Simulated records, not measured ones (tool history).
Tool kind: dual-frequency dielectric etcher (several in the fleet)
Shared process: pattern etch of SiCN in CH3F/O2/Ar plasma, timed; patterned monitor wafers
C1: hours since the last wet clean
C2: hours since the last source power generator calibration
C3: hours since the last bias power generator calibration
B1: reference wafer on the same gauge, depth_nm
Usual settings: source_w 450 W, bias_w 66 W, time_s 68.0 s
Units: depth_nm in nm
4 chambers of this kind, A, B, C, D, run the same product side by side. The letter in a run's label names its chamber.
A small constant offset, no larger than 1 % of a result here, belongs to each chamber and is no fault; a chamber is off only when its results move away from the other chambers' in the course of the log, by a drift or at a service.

{"run": "1D", "hour": 7.5, "source_w": 450, "bias_w": 66, "time_s": 68.0, "C1": 317.0, "C2": 2596.9, "C3": 183.9, "B1": 29.089, "depth_nm": 25.767}
{"run": "2C", "hour": 14.6, "source_w": 450, "bias_w": 66, "time_s": 68.0, "C1": 251.8, "C2": 174.0, "C3": 1204.9, "B1": 29.085, "depth_nm": 26.037}
{"run": "3A", "hour": 21.5, "source_w": 450, "bias_w": 66, "time_s": 68.0, "C1": 25.2, "C2": 233.7, "C3": 4316.7, "B1": 29.099, "depth_nm": 25.819}
{"run": "4B", "hour": 31.7, "source_w": 450, "bias_w": 66, "time_s": 68.0, "C1": 40.1, "C2": 3472.4, "C3": 1035.6, "B1": 29.078, "depth_nm": 25.791}
{"run": "5D", "hour": 39.1, "source_w": 450, "bias_w": 66, "time_s": 68.0, "C1": 348.6, "C2": 2628.5, "C3": 215.5, "B1": 29.084, "depth_nm": 25.787}
{"run": "6A", "hour": 46.9, "source_w": 450, "bias_w": 66, "time_s": 68.0, "C1": 50.6, "C2": 259.1, "C3": 4342.1, "B1": 29.082, "depth_nm": 25.748}
{"run": "7B", "hour": 53.9, "source_w": 450, "bias_w": 66, "time_s": 68.0, "C1": 62.3, "C2": 3494.6, "C3": 1057.8, "B1": 29.094, "depth_nm": 25.937}
{"run": "8C", "hour": 64.2, "source_w": 420, "bias_w": 60, "time_s": 68.0, "C1": 301.4, "C2": 223.6, "C3": 1254.5, "B1": 29.119, "depth_nm": 24.499}
{"run": "9B", "hour": 72.7, "source_w": 420, "bias_w": 60, "time_s": 68.0, "C1": 81.1, "C2": 3513.4, "C3": 1076.6, "B1": 29.079, "depth_nm": 24.452}
{"run": "10A", "hour": 79.3, "source_w": 420, "bias_w": 60, "time_s": 68.0, "C1": 83.0, "C2": 291.5, "C3": 4374.5, "B1": 29.107, "depth_nm": 24.18}
{"run": "11C", "hour": 89.5, "source_w": 420, "bias_w": 60, "time_s": 68.0, "C1": 326.7, "C2": 248.9, "C3": 1279.8, "B1": 29.1, "depth_nm": 24.524}
{"run": "12D", "hour": 101.4, "source_w": 450, "bias_w": 66, "time_s": 68.0, "C1": 410.9, "C2": 2690.8, "C3": 277.8, "B1": 29.102, "depth_nm": 25.704}
{"run": "13B", "hour": 113.6, "source_w": 450, "bias_w": 66, "time_s": 68.0, "C1": 122.0, "C2": 3554.3, "C3": 1117.5, "B1": 29.094, "depth_nm": 25.785}
{"run": "14D", "hour": 119.5, "source_w": 380, "bias_w": 66, "time_s": 68.0, "C1": 429.0, "C2": 2708.9, "C3": 295.9, "B1": 29.087, "depth_nm": 23.874}
{"run": "15C", "hour": 131.7, "source_w": 380, "bias_w": 66, "time_s": 68.0, "C1": 368.9, "C2": 291.1, "C3": 1322.0, "B1": 29.098, "depth_nm": 24.335}
{"run": "16A", "hour": 139.1, "source_w": 380, "bias_w": 66, "time_s": 68.0, "C1": 142.8, "C2": 351.3, "C3": 4434.3, "B1": 29.128, "depth_nm": 24.122}
{"hour": 143.6, "done": "chamber A: bias power generator calibrated"}
{"run": "17D", "hour": 152.2, "source_w": 380, "bias_w": 66, "time_s": 68.0, "C1": 461.7, "C2": 2741.6, "C3": 328.6, "B1": 29.114, "depth_nm": 23.785}
{"run": "18B", "hour": 164.5, "source_w": 450, "bias_w": 66, "time_s": 68.0, "C1": 172.9, "C2": 3605.2, "C3": 1168.4, "B1": 29.112, "depth_nm": 25.834}
{"hour": 171.2, "done": "chamber D: source power generator calibrated"}
{"run": "19A", "hour": 177.6, "source_w": 450, "bias_w": 66, "time_s": 68.0, "C1": 181.3, "C2": 389.8, "C3": 34.0, "B1": 29.099, "depth_nm": 25.779}
{"run": "20C", "hour": 187.1, "source_w": 450, "bias_w": 66, "time_s": 68.0, "C1": 424.3, "C2": 346.5, "C3": 1377.4, "B1": 29.103, "depth_nm": 25.978}
{"hour": 191.2, "done": "chamber C: wet clean of the chamber"}
{"run": "21D", "hour": 194.1, "source_w": 450, "bias_w": 66, "time_s": 68.0, "C1": 503.6, "C2": 22.9, "C3": 370.5, "B1": 29.086, "depth_nm": 25.192}
{"run": "22A", "hour": 201.6, "source_w": 450, "bias_w": 66, "time_s": 68.0, "C1": 205.3, "C2": 413.8, "C3": 58.0, "B1": 29.101, "depth_nm": 25.683}
{"run": "23B", "hour": 210.2, "source_w": 450, "bias_w": 66, "time_s": 68.0, "C1": 218.6, "C2": 3650.9, "C3": 1214.1, "B1": 29.091, "depth_nm": 25.837}
{"run": "24C", "hour": 221.8, "source_w": 450, "bias_w": 77, "time_s": 80.5, "C1": 30.7, "C2": 381.2, "C3": 1412.1, "B1": 29.124, "depth_nm": 32.389}

Next, all 4 chambers run the settings below, one line each with question marks for the results. What does each chamber give?
{"run": "25A", "hour": 231.3, "source_w": 450, "bias_w": 66, "time_s": 54.5, "depth_nm": "?"}
{"run": "25B", "hour": 231.3, "source_w": 450, "bias_w": 66, "time_s": 54.5, "depth_nm": "?"}
{"run": "25C", "hour": 231.3, "source_w": 450, "bias_w": 66, "time_s": 54.5, "depth_nm": "?"}
{"run": "25D", "hour": 231.3, "source_w": 450, "bias_w": 66, "time_s": 54.5, "depth_nm": "?"}

run=25A depth_nm=20.589
run=25B depth_nm=20.680
run=25C depth_nm=20.855
run=25D depth_nm=20.023
